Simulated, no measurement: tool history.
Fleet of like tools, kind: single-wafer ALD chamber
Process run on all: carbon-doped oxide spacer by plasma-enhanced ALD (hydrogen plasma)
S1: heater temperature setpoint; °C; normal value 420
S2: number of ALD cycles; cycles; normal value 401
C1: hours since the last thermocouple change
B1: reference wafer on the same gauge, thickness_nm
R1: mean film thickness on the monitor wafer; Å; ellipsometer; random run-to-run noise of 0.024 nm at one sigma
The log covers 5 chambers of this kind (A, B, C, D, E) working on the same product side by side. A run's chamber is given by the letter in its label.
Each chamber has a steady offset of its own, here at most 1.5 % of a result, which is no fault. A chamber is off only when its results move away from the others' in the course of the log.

run 1D hour=7.8 | S1=420 S2=401 | C1=1880.5 | B1=15.395 | R1=191.32
run 2B hour=14.3 | S1=420 S2=401 | C1=1509.4 | B1=15.399 | R1=188.92
run 3E hour=18.0 | S1=420 S2=401 | C1=1753.7 | B1=15.399 | R1=188.94
run 4A hour=24.5 | S1=420 S2=401 | C1=1710.7 | B1=15.393 | R1=187.48
run 5C hour=30.5 | S1=420 S2=401 | C1=1139.4 | B1=15.389 | R1=187.59
run 6C hour=34.4 | S1=420 S2=401 | C1=1143.3 | B1=15.387 | R1=187.21
run 7D hour=41.1 | S1=434 S2=365 | C1=1913.8 | B1=15.384 | R1=166.12
run 8B hour=48.8 | S1=434 S2=365 | C1=1543.9 | B1=15.379 | R1=164.17
run 9E hour=55.9 | S1=434 S2=365 | C1=1791.6 | B1=15.381 | R1=163.99
run 10A hour=62.1 | S1=434 S2=365 | C1=1748.3 | B1=15.379 | R1=163.14
run 11E hour=68.0 | S1=434 S2=365 | C1=1803.7 | B1=15.375 | R1=164.05
run 12C hour=71.9 | S1=420 S2=401 | C1=1180.8 | B1=15.371 | R1=187.45
run 13A hour=78.7 | S1=420 S2=401 | C1=1764.9 | B1=15.375 | R1=186.92
run 14D hour=86.1 | S1=420 S2=401 | C1=1958.8 | B1=15.372 | R1=190.41
run 15B hour=89.5 | S1=420 S2=401 | C1=1584.6 | B1=15.365 | R1=188.52
run 16D hour=95.7 | S1=420 S2=401 | C1=1968.4 | B1=15.364 | R1=190.62
run 17E hour=99.2 | S1=431 S2=447 | C1=1834.9 | B1=15.363 | R1=202.38
run 18A hour=106.9 | S1=431 S2=447 | C1=1793.1 | B1=15.362 | R1=201.25
run 19C hour=110.4 | S1=431 S2=447 | C1=1219.3 | B1=15.356 | R1=201.72
run 20B hour=117.9 | S1=431 S2=447 | C1=1613.0 | B1=15.358 | R1=202.61
run 21A hour=122.7 | S1=431 S2=447 | C1=1808.9 | B1=15.359 | R1=201.78
run 22B hour=130.1 | S1=420 S2=401 | C1=1625.2 | B1=15.353 | R1=188.14
run 23D hour=135.9 | S1=420 S2=401 | C1=2008.6 | B1=15.350 | R1=190.64
run 24E hour=141.4 | S1=420 S2=401 | C1=1877.1 | B1=15.354 | R1=188.08
run 25C hour=146.5 | S1=420 S2=401 | C1=1255.4 | B1=15.349 | R1=187.28
run 26E hour=150.5 | S1=420 S2=401 | C1=1886.2 | B1=15.340 | R1=188.44
run 27C hour=157.3 | S1=420 S2=323 | C1=1266.2 | B1=15.347 | R1=150.34
run 28B hour=161.1 | S1=420 S2=323 | C1=1656.2 | B1=15.341 | R1=151.82
run 29A hour=166.2 | S1=420 S2=323 | C1=1852.4 | B1=15.340 | R1=150.25
run 30D hour=173.9 | S1=420 S2=323 | C1=2046.6 | B1=15.337 | R1=153.00
run 31C hour=179.6 | S1=420 S2=323 | C1=1288.5 | B1=15.339 | R1=151.02
run 32B hour=184.7 | S1=420 S2=401 | C1=1679.8 | B1=15.334 | R1=187.96
run 33E hour=192.2 | S1=420 S2=401 | C1=1927.9 | B1=15.334 | R1=187.92
run 34A hour=199.3 | S1=420 S2=401 | C1=1885.5 | B1=15.333 | R1=186.37
run 35D hour=204.3 | S1=420 S2=401 | C1=2077.0 | B1=15.326 | R1=190.10
run 36C hour=210.2 | S1=420 S2=401 | C1=1319.1 | B1=15.327 | R1=186.87
run 37E hour=215.8 | S1=420 S2=401 | C1=1951.5 | B1=15.322 | R1=188.37
run 38A hour=222.0 | S1=420 S2=401 | C1=1908.2 | B1=15.322 | R1=187.00

All 5 chambers run these settings next. Forecast each chamber's results:
run 39A hour=227.6 | S1=420 S2=446 | R1=?
run 39B hour=227.6 | S1=420 S2=446 | R1=?
run 39C hour=227.6 | S1=420 S2=446 | R1=?
run 39D hour=227.6 | S1=420 S2=446 | R1=?
run 39E hour=227.6 | S1=420 S2=446 | R1=?

run=39A R1=207.64
run=39B R1=209.05
run=39C R1=207.79
run=39D R1=211.24
run=39E R1=208.84
